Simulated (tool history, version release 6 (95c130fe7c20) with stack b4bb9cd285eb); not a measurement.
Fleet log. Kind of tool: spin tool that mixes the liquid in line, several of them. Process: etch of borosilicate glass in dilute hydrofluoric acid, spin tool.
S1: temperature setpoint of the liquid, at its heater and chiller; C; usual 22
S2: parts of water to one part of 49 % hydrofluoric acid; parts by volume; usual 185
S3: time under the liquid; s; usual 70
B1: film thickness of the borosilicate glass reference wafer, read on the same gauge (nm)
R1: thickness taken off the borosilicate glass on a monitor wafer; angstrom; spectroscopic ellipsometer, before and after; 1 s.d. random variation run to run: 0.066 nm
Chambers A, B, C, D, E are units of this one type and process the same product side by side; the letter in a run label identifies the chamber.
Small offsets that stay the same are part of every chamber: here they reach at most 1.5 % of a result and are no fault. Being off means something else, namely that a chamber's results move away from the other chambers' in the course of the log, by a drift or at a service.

{"run": "1B", "day": 0.321, "S1": 22, "S2": 185, "S3": 70, "B1": 140.02, "R1": 86.009}
{"run": "2A", "day": 0.754, "S1": 22, "S2": 185, "S3": 70, "B1": 140.0, "R1": 86.297}
{"run": "3E", "day": 1.196, "S1": 22, "S2": 185, "S3": 70, "B1": 140.03, "R1": 88.401}
{"day": 1.2, "done": "chamber B: hydrofluoric acid flow meter replaced"}
{"day": 1.417, "done": "chamber D: thermometer replaced"}
{"run": "4C", "day": 1.667, "S1": 22, "S2": 185, "S3": 70, "B1": 139.98, "R1": 87.008}
{"run": "5D", "day": 2.025, "S1": 22, "S2": 185, "S3": 70, "B1": 140.0, "R1": 86.571}
{"run": "6B", "day": 2.283, "S1": 22, "S2": 185, "S3": 70, "B1": 139.98, "R1": 86.196}
{"run": "7D", "day": 2.792, "S1": 22, "S2": 265, "S3": 70, "B1": 140.0, "R1": 56.694}
{"day": 3.212, "done": "chamber E: hydrofluoric acid flow meter replaced"}
{"run": "8E", "day": 3.262, "S1": 22, "S2": 265, "S3": 70, "B1": 139.99, "R1": 55.876}
{"run": "9C", "day": 3.729, "S1": 22, "S2": 265, "S3": 70, "B1": 139.98, "R1": 55.881}
{"run": "10A", "day": 4.096, "S1": 22, "S2": 265, "S3": 70, "B1": 140.05, "R1": 56.469}
{"run": "11B", "day": 4.412, "S1": 22, "S2": 265, "S3": 70, "B1": 140.02, "R1": 55.87}
{"run": "12A", "day": 4.725, "S1": 22, "S2": 185, "S3": 70, "B1": 140.01, "R1": 86.369}
{"run": "13D", "day": 5.229, "S1": 22, "S2": 185, "S3": 70, "B1": 139.96, "R1": 86.47}
{"run": "14C", "day": 5.642, "S1": 22, "S2": 185, "S3": 70, "B1": 139.98, "R1": 86.254}
{"run": "15E", "day": 6.071, "S1": 22, "S2": 185, "S3": 70, "B1": 139.96, "R1": 86.929}
{"run": "16C", "day": 6.321, "S1": 22, "S2": 185, "S3": 70, "B1": 139.99, "R1": 86.325}
{"run": "17E", "day": 6.708, "S1": 22, "S2": 185, "S3": 70, "B1": 140.05, "R1": 88.215}
{"run": "18A", "day": 7.096, "S1": 22, "S2": 185, "S3": 55, "B1": 140.05, "R1": 67.075}
{"run": "19D", "day": 7.525, "S1": 22, "S2": 185, "S3": 55, "B1": 140.04, "R1": 67.363}
{"run": "20B", "day": 8.025, "S1": 22, "S2": 185, "S3": 55, "B1": 139.98, "R1": 68.1}
{"run": "21E", "day": 8.479, "S1": 22, "S2": 185, "S3": 55, "B1": 140.01, "R1": 68.075}
{"run": "22D", "day": 8.975, "S1": 22, "S2": 185, "S3": 55, "B1": 139.96, "R1": 66.857}
{"run": "23A", "day": 9.267, "S1": 22, "S2": 185, "S3": 70, "B1": 140.01, "R1": 85.914}
{"run": "24B", "day": 9.538, "S1": 22, "S2": 185, "S3": 70, "B1": 139.98, "R1": 85.591}
{"run": "25C", "day": 9.804, "S1": 22, "S2": 185, "S3": 70, "B1": 140.01, "R1": 86.729}
{"day": 10.096, "done": "chamber A: hydrofluoric acid flow meter replaced"}
{"run": "26C", "day": 10.146, "S1": 22, "S2": 185, "S3": 70, "B1": 140.02, "R1": 86.953}
{"run": "27A", "day": 10.571, "S1": 22, "S2": 185, "S3": 70, "B1": 139.95, "R1": 87.382}
{"run": "28B", "day": 10.808, "S1": 18, "S2": 185, "S3": 100, "B1": 139.98, "R1": 105.59}
{"run": "29D", "day": 11.142, "S1": 18, "S2": 185, "S3": 100, "B1": 140.01, "R1": 106.13}
{"run": "30E", "day": 11.475, "S1": 18, "S2": 185, "S3": 100, "B1": 139.99, "R1": 106.55}
{"run": "31B", "day": 11.925, "S1": 18, "S2": 185, "S3": 100, "B1": 139.98, "R1": 105.91}
{"run": "32A", "day": 12.321, "S1": 18, "S2": 185, "S3": 100, "B1": 140.03, "R1": 106.63}
{"run": "33D", "day": 12.829, "S1": 22, "S2": 185, "S3": 70, "B1": 139.99, "R1": 87.101}

Predict what each chamber gives when all 5 of them run the settings below next.
{"run": "34A", "day": 13.208, "S1": 22, "S2": 185, "S3": 70, "R1": "?"}
{"run": "34B", "day": 13.208, "S1": 22, "S2": 185, "S3": 70, "R1": "?"}
{"run": "34C", "day": 13.208, "S1": 22, "S2": 185, "S3": 70, "R1": "?"}
{"run": "34D", "day": 13.208, "S1": 22, "S2": 185, "S3": 70, "R1": "?"}
{"run": "34E", "day": 13.208, "S1": 22, "S2": 185, "S3": 70, "R1": "?"}

run=34A R1=88.379
run=34B R1=86.662
run=34C R1=85.552
run=34D R1=86.934
run=34E R1=88.453

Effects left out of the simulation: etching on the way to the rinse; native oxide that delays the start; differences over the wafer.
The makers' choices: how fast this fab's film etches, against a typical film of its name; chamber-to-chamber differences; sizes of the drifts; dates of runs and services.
